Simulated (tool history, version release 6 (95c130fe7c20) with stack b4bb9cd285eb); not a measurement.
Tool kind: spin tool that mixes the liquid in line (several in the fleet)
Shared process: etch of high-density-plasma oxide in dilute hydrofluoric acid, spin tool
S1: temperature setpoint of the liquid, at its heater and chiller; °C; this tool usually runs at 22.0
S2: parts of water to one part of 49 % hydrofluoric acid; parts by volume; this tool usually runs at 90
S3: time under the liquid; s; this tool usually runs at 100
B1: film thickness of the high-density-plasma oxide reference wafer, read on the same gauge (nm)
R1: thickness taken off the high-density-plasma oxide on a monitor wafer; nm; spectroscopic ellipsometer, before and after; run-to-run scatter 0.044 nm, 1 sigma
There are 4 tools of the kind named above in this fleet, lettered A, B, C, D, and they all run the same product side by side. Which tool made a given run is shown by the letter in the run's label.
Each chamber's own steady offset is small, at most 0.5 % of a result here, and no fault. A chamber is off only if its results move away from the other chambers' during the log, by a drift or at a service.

{"run": "1D", "hour": 5.1, "S1": 22.0, "S2": 90, "S3": 100, "B1": 90.006, "R1": 5.3485}
{"run": "2B", "hour": 8.0, "S1": 22.0, "S2": 90, "S3": 100, "B1": 90.052, "R1": 5.327}
{"run": "3C", "hour": 11.6, "S1": 22.0, "S2": 90, "S3": 100, "B1": 90.025, "R1": 5.3199}
{"run": "4A", "hour": 16.3, "S1": 22.0, "S2": 90, "S3": 100, "B1": 89.995, "R1": 5.3447}
{"run": "5C", "hour": 20.2, "S1": 22.0, "S2": 90, "S3": 100, "B1": 89.988, "R1": 5.3886}
{"run": "6D", "hour": 23.4, "S1": 22.0, "S2": 90, "S3": 100, "B1": 89.988, "R1": 5.2838}
{"run": "7A", "hour": 29.4, "S1": 22.0, "S2": 90, "S3": 100, "B1": 90.012, "R1": 5.2433}
{"run": "8B", "hour": 32.3, "S1": 22.0, "S2": 90, "S3": 100, "B1": 89.989, "R1": 5.4074}
{"run": "9B", "hour": 36.3, "S1": 22.0, "S2": 90, "S3": 100, "B1": 90.038, "R1": 5.3896}
{"run": "10D", "hour": 41.2, "S1": 22.0, "S2": 90, "S3": 100, "B1": 90.003, "R1": 5.3011}
{"run": "11C", "hour": 45.2, "S1": 22.0, "S2": 90, "S3": 100, "B1": 90.025, "R1": 5.3149}
{"run": "12A", "hour": 50.9, "S1": 22.0, "S2": 90, "S3": 100, "B1": 89.962, "R1": 5.3223}
{"run": "13C", "hour": 55.6, "S1": 22.0, "S2": 90, "S3": 100, "B1": 90.016, "R1": 5.3001}
{"run": "14B", "hour": 59.7, "S1": 22.0, "S2": 90, "S3": 100, "B1": 90.001, "R1": 5.3162}
{"run": "15A", "hour": 62.9, "S1": 22.0, "S2": 90, "S3": 100, "B1": 89.999, "R1": 5.2929}
{"run": "16D", "hour": 66.3, "S1": 22.0, "S2": 90, "S3": 100, "B1": 89.983, "R1": 5.3858}
{"hour": 67.9, "done": "chamber C: hydrofluoric acid flow meter replaced"}
{"run": "17B", "hour": 69.1, "S1": 22.0, "S2": 90, "S3": 100, "B1": 89.994, "R1": 5.3162}
{"run": "18A", "hour": 74.4, "S1": 22.0, "S2": 90, "S3": 100, "B1": 89.991, "R1": 5.2912}
{"run": "19D", "hour": 79.5, "S1": 24.5, "S2": 120, "S3": 100, "B1": 90.013, "R1": 4.3348}
{"run": "20C", "hour": 82.7, "S1": 24.5, "S2": 120, "S3": 100, "B1": 90.012, "R1": 4.2288}
{"run": "21C", "hour": 88.7, "S1": 24.5, "S2": 120, "S3": 100, "B1": 90.037, "R1": 4.2556}
{"run": "22D", "hour": 93.5, "S1": 24.5, "S2": 120, "S3": 100, "B1": 90.004, "R1": 4.3581}
{"run": "23A", "hour": 97.6, "S1": 24.5, "S2": 90, "S3": 100, "B1": 90.013, "R1": 5.8414}
{"run": "24B", "hour": 102.4, "S1": 24.5, "S2": 90, "S3": 100, "B1": 90.009, "R1": 5.9563}
{"run": "25C", "hour": 107.8, "S1": 24.5, "S2": 90, "S3": 100, "B1": 90.018, "R1": 5.7971}
{"run": "26D", "hour": 110.7, "S1": 24.5, "S2": 90, "S3": 100, "B1": 90.033, "R1": 6.0697}
{"run": "27A", "hour": 115.9, "S1": 22.0, "S2": 90, "S3": 100, "B1": 89.998, "R1": 5.3023}
{"run": "28B", "hour": 121.9, "S1": 22.0, "S2": 90, "S3": 100, "B1": 90.011, "R1": 5.4251}
{"run": "29D", "hour": 126.8, "S1": 22.0, "S2": 90, "S3": 100, "B1": 89.99, "R1": 5.5263}
{"run": "30A", "hour": 132.1, "S1": 22.0, "S2": 90, "S3": 100, "B1": 89.999, "R1": 5.3177}
{"run": "31B", "hour": 135.9, "S1": 22.0, "S2": 90, "S3": 100, "B1": 89.985, "R1": 5.3213}
{"run": "32C", "hour": 142.0, "S1": 22.0, "S2": 90, "S3": 135, "B1": 89.992, "R1": 7.1715}
{"run": "33C", "hour": 145.3, "S1": 22.0, "S2": 90, "S3": 135, "B1": 90.024, "R1": 7.1772}
{"run": "34B", "hour": 151.6, "S1": 22.0, "S2": 90, "S3": 135, "B1": 89.989, "R1": 7.0875}
{"run": "35A", "hour": 155.0, "S1": 22.0, "S2": 90, "S3": 135, "B1": 90.005, "R1": 7.0938}
{"run": "36D", "hour": 159.1, "S1": 22.0, "S2": 90, "S3": 60, "B1": 89.981, "R1": 3.3541}
{"run": "37B", "hour": 163.5, "S1": 22.0, "S2": 90, "S3": 60, "B1": 90.033, "R1": 3.205}
{"run": "38D", "hour": 167.5, "S1": 22.0, "S2": 90, "S3": 60, "B1": 90.006, "R1": 3.4039}
{"run": "39A", "hour": 171.8, "S1": 22.0, "S2": 90, "S3": 60, "B1": 89.99, "R1": 3.1917}
{"run": "40C", "hour": 175.1, "S1": 22.0, "S2": 90, "S3": 100, "B1": 89.989, "R1": 5.272}
{"run": "41A", "hour": 178.2, "S1": 17.5, "S2": 90, "S3": 70, "B1": 90.039, "R1": 3.0345}
{"run": "42C", "hour": 183.3, "S1": 17.5, "S2": 90, "S3": 70, "B1": 89.994, "R1": 3.0487}
{"run": "43D", "hour": 186.9, "S1": 17.5, "S2": 90, "S3": 70, "B1": 89.986, "R1": 3.3134}

Each of the 4 chambers runs these same settings next. Fill in every chamber's results:
{"run": "44A", "hour": 191.6, "S1": 22.0, "S2": 90, "S3": 100, "R1": "?"}
{"run": "44B", "hour": 191.6, "S1": 22.0, "S2": 90, "S3": 100, "R1": "?"}
{"run": "44C", "hour": 191.6, "S1": 22.0, "S2": 90, "S3": 100, "R1": "?"}
{"run": "44D", "hour": 191.6, "S1": 22.0, "S2": 90, "S3": 100, "R1": "?"}

run=44A R1=5.3695
run=44B R1=5.2951
run=44C R1=5.2744
run=44D R1=5.7758
